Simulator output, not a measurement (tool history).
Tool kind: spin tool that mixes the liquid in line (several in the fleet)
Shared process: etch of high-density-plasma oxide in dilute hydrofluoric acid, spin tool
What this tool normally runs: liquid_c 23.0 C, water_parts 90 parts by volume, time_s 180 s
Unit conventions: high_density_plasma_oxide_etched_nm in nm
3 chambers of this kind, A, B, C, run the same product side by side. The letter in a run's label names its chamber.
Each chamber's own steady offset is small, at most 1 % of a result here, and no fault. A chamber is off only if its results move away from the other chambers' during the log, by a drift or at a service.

run,hour,liquid_c,water_parts,time_s,"read-back film thickness of the high-density-plasma oxide reference wafer, read on the same gauge (nm)",high_density_plasma_oxide_etched_nm
1C,11.4,23.0,90,180,60.038,18.087
2A,17.4,23.0,90,180,60.017,17.957
3B,24.5,23.0,90,180,60.008,18.236
4C,35.0,23.0,90,180,60.004,18.069
5A,40.4,23.0,90,180,60.009,18.108
6B,46.8,23.0,90,180,59.994,18.347
7B,57.8,23.0,90,140,59.975,14.241
8C,63.5,23.0,90,140,59.981,14.105
9A,68.7,23.0,90,140,59.991,13.956
10A,80.5,23.0,90,180,59.997,18.098
11C,90.4,23.0,90,180,60.026,17.946
12B,99.5,23.0,90,180,59.999,18.348
13A,108.5,23.0,90,180,60.018,17.873
14B,117.1,19.0,90,180,59.985,15.783
15C,126.3,19.0,90,180,60.003,15.615
# hour 132.7: chamber B: hydrofluoric acid flow meter replaced
16C,136.5,19.0,90,180,59.993,15.199
17B,144.9,23.0,50,180,59.984,34.588
18A,153.7,23.0,50,180,59.980,34.349
19C,164.4,23.0,50,180,60.004,34.341
20A,173.1,23.0,90,180,60.013,18.505
21B,182.3,23.0,90,180,60.027,18.466
22C,191.1,23.0,90,180,60.030,18.150
23B,201.7,23.0,90,180,59.992,18.561
24A,207.2,20.0,75,180,60.029,20.272
25B,215.2,20.0,75,180,59.976,19.913
26A,226.6,20.0,75,180,59.979,20.469
27C,233.4,23.0,90,180,60.025,17.988
28A,241.6,23.0,90,180,59.983,19.149
29C,250.3,23.0,65,275,59.993,39.505
30B,258.8,23.0,65,275,60.006,39.937
31B,266.9,23.0,65,275,60.013,40.239
32A,277.4,23.0,90,180,60.006,19.370
33C,285.3,23.0,90,180,60.022,17.931
34A,296.4,23.0,90,180,59.993,19.611
# hour 304.5: chamber B: thermometer replaced
35C,305.6,23.0,90,180,59.996,17.986
36B,311.0,23.0,90,180,60.012,18.363
37A,319.6,23.0,90,180,59.962,19.988
38B,328.5,23.0,90,180,59.991,18.252
39C,334.2,23.0,90,180,59.992,17.741
40A,343.6,23.0,90,180,60.017,19.857
41B,352.9,19.5,90,180,60.010,15.681

All chambers now run identical settings, listed one chamber a line with results as question marks. What results will each chamber show?
42A,361.4,23.0,90,180,,?
42B,361.4,23.0,90,180,,?
42C,361.4,23.0,90,180,,?

run,high_density_plasma_oxide_etched_nm
42A,20.018
42B,18.279
42C,17.837
